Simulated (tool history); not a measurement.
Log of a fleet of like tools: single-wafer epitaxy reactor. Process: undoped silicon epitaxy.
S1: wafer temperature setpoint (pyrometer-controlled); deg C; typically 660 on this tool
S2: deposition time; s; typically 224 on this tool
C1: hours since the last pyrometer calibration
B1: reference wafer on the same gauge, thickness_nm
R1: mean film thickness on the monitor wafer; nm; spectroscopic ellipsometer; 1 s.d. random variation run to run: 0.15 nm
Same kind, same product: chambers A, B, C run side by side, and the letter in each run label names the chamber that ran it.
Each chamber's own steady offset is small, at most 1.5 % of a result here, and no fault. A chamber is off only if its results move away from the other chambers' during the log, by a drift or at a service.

| run | hour | S1 | S2 | C1 | B1 | R1 |
|---|---|---|---|---|---|---|
| 1B | 4.2 | 660 | 224 | 2953.4 | 51.903 | 46.854 |
| 2C | 12.2 | 660 | 224 | 46.7 | 51.849 | 46.642 |
| 3A | 20.8 | 660 | 224 | 1840 | 51.906 | 46.065 |
| 4B | 27.8 | 660 | 224 | 2977 | 51.877 | 47.142 |
| 5C | 32.8 | 660 | 224 | 67.3 | 51.903 | 46.532 |
| 6A | 36.9 | 660 | 224 | 1856.1 | 51.913 | 46.153 |
| 7C | 42.3 | 660 | 224 | 76.8 | 51.853 | 46.357 |
| 8B | 47.7 | 665 | 187 | 2996.9 | 51.889 | 43.66 |
| 9A | 56.5 | 665 | 187 | 1875.7 | 51.906 | 43.15 |
| 10A | 64.6 | 665 | 187 | 1883.8 | 51.918 | 42.937 |
| 11B | 73.1 | 650 | 224 | 3022.3 | 51.903 | 38.044 |
| 12C | 77.3 | 650 | 224 | 111.8 | 51.881 | 37.439 |
| 13C | 84.2 | 650 | 224 | 118.7 | 51.927 | 37.415 |
|  | 88 | chamber A: pyrometer calibrated |
| 14B | 91.5 | 650 | 224 | 3040.7 | 51.915 | 37.743 |
| 15A | 96.4 | 650 | 224 | 8.5 | 51.884 | 36.984 |
| 16A | 103.6 | 650 | 224 | 15.7 | 51.93 | 37.055 |
| 17B | 109.5 | 660 | 224 | 3058.7 | 51.889 | 46.956 |
| 18C | 118 | 660 | 197 | 152.5 | 51.923 | 41.038 |
|  | 124.9 | chamber B: pyrometer calibrated |
| 19A | 125.4 | 660 | 197 | 37.5 | 51.89 | 40.63 |
| 20C | 133.9 | 660 | 197 | 168.4 | 51.925 | 40.906 |
| 21B | 141.4 | 667 | 241 | 16.5 | 51.889 | 60.348 |
| 22C | 148.8 | 667 | 241 | 183.3 | 51.94 | 57.725 |
| 23A | 155 | 667 | 241 | 67.1 | 51.904 | 57.369 |
| 24B | 159.7 | 660 | 224 | 34.8 | 51.893 | 48.245 |
| 25B | 164.1 | 660 | 224 | 39.2 | 51.833 | 48.353 |
| 26C | 169.3 | 660 | 224 | 203.8 | 51.955 | 46.77 |
| 27A | 173.8 | 660 | 224 | 85.9 | 51.855 | 46.137 |
| 28A | 180.5 | 668 | 224 | 92.6 | 51.898 | 54.277 |
| 29B | 188.1 | 668 | 224 | 63.2 | 51.86 | 57.461 |
| 30C | 194.5 | 668 | 224 | 229 | 51.885 | 55.213 |
| 31C | 199.9 | 660 | 224 | 234.4 | 51.903 | 46.592 |

Decide between three cases: one chamber stands off from its peers, the gauge reading all wafers drifts, or nothing is wrong past each chamber's small offset. Where a chamber is off, say which and what most likely put it there.

Chamber B has stood off from the others ever since a service on it.
What lies behind it: wafer temperature above the value expected at the setpoint (K) = 1.17.

Here are 4 candidates for chamber B's next run, each the usual settings with a change, their results left as question marks. Which one brings its results back in line with what the others give on the usual settings?
Maximum distance from the other chambers' mean on the usual settings for a result to count as in line: R1 0.51 nm
| 32B-1 | 206.2 | 660 | 233 |  |  | ? |
| 32B-2 | 206.2 | 660 | 215 |  |  | ? |
| 32B-3 | 206.2 | 660 | 240 |  |  | ? |
| 32B-4 | 206.2 | 660 | 208 |  |  | ? |

Mean of the other chambers on the usual settings: R1 46.354 nm
| run | R1 |
|---|---|
| 32B-1 | 50.16 |
| 32B-2 | 46.285 |
| 32B-3 | 51.667 |
| 32B-4 | 44.778 |
With 32B-2, the chamber falls back in line with the rest.
